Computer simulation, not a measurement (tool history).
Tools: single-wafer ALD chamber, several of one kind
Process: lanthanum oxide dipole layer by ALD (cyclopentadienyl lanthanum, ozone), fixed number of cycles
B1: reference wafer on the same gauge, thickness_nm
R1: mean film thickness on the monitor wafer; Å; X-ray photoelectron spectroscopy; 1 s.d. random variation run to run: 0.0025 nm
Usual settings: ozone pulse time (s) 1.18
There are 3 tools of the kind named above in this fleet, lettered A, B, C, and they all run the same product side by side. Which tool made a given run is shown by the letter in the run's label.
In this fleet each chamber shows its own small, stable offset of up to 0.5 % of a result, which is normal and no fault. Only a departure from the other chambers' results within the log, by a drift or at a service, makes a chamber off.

run 1C hour=8.3 | ozone_pulse_time_(s)=1.18 | B1=0.42954 | R1=5.2244
run 2A hour=16.2 | ozone_pulse_time_(s)=1.18 | B1=0.43011 | R1=5.2228
run 3B hour=24.5 | ozone_pulse_time_(s)=1.18 | B1=0.43015 | R1=5.1970
run 4C hour=32.0 | ozone_pulse_time_(s)=1.18 | B1=0.43019 | R1=5.2158
run 5B hour=39.0 | ozone_pulse_time_(s)=1.18 | B1=0.42947 | R1=5.2216
run 6A hour=44.9 | ozone_pulse_time_(s)=0.74 | B1=0.43048 | R1=4.4190
run 7B hour=50.6 | ozone_pulse_time_(s)=0.74 | B1=0.43040 | R1=4.4304
run 8C hour=57.3 | ozone_pulse_time_(s)=0.74 | B1=0.43041 | R1=4.4430
run 9A hour=63.4 | ozone_pulse_time_(s)=1.18 | B1=0.42954 | R1=5.2039
run 10B hour=69.5 | ozone_pulse_time_(s)=1.18 | B1=0.42936 | R1=5.2143
run 11C hour=75.0 | ozone_pulse_time_(s)=1.18 | B1=0.42980 | R1=5.2937
run 12A hour=82.2 | ozone_pulse_time_(s)=1.18 | B1=0.43020 | R1=5.1905
-- hour=88.2 chamber B: ozone generator serviced
run 13C hour=89.7 | ozone_pulse_time_(s)=1.18 | B1=0.43001 | R1=5.2314
run 14A hour=97.1 | ozone_pulse_time_(s)=1.18 | B1=0.42961 | R1=5.1463
run 15B hour=101.5 | ozone_pulse_time_(s)=1.18 | B1=0.43005 | R1=5.2651
run 16C hour=109.5 | ozone_pulse_time_(s)=1.18 | B1=0.43082 | R1=5.2382
run 17A hour=113.6 | ozone_pulse_time_(s)=1.18 | B1=0.43029 | R1=5.1303
run 18B hour=120.6 | ozone_pulse_time_(s)=1.18 | B1=0.43002 | R1=5.2382
run 19A hour=127.6 | ozone_pulse_time_(s)=1.40 | B1=0.43007 | R1=5.3270
run 20B hour=136.1 | ozone_pulse_time_(s)=1.40 | B1=0.43008 | R1=5.4024
run 21C hour=144.4 | ozone_pulse_time_(s)=1.40 | B1=0.42996 | R1=5.4134
run 22B hour=151.4 | ozone_pulse_time_(s)=1.18 | B1=0.43004 | R1=5.2870
run 23C hour=155.3 | ozone_pulse_time_(s)=1.38 | B1=0.42962 | R1=5.3632
run 24A hour=163.4 | ozone_pulse_time_(s)=1.38 | B1=0.42963 | R1=5.2954
run 25C hour=172.0 | ozone_pulse_time_(s)=1.38 | B1=0.43010 | R1=5.3657
run 26A hour=178.7 | ozone_pulse_time_(s)=1.18 | B1=0.43004 | R1=5.0714
run 27B hour=184.4 | ozone_pulse_time_(s)=0.89 | B1=0.43001 | R1=4.8146
run 28A hour=192.5 | ozone_pulse_time_(s)=0.89 | B1=0.43021 | R1=4.5473
run 29C hour=199.9 | ozone_pulse_time_(s)=0.89 | B1=0.42995 | R1=4.8033
run 30B hour=207.4 | ozone_pulse_time_(s)=1.18 | B1=0.43026 | R1=5.2286
run 31A hour=212.6 | ozone_pulse_time_(s)=1.18 | B1=0.42991 | R1=4.9731
run 32C hour=219.8 | ozone_pulse_time_(s)=1.00 | B1=0.42991 | R1=4.9852
run 33B hour=225.4 | ozone_pulse_time_(s)=1.00 | B1=0.42944 | R1=4.9623
run 34A hour=230.1 | ozone_pulse_time_(s)=1.00 | B1=0.43054 | R1=4.6716
run 35C hour=238.0 | ozone_pulse_time_(s)=1.18 | B1=0.42993 | R1=5.2201
run 36B hour=244.0 | ozone_pulse_time_(s)=1.18 | B1=0.42972 | R1=5.2640

Is one chamber out of step, is the gauge drifting, or do the chambers differ by no more than their own small offsets? For an off chamber, give its letter and the likeliest cause.

Little by little, chamber A moves away from the other chambers.
What lies behind it: ozone dose below that of a generator just serviced (%) = 18.8.

Which of the 4 candidates below, each the usual settings with something changed and its results left as question marks, puts chamber A back in line with what the other chambers give on the usual settings?
In line here means within this much of the mean the other chambers give on the usual settings: R1 0.0860 Å
run 37A-1 hour=250.2 | ozone_pulse_time_(s)=1.41 | R1=?
run 37A-2 hour=250.2 | ozone_pulse_time_(s)=1.65 | R1=?
run 37A-3 hour=250.2 | ozone_pulse_time_(s)=0.93 | R1=?
run 37A-4 hour=250.2 | ozone_pulse_time_(s)=1.02 | R1=?

What the other chambers average on the usual settings: R1 5.2248 Å
run=37A-1 R1=5.2236
run=37A-2 R1=5.4136
run=37A-3 R1=4.5292
run=37A-4 R1=4.7036
37A-1 brings the chamber back in line.

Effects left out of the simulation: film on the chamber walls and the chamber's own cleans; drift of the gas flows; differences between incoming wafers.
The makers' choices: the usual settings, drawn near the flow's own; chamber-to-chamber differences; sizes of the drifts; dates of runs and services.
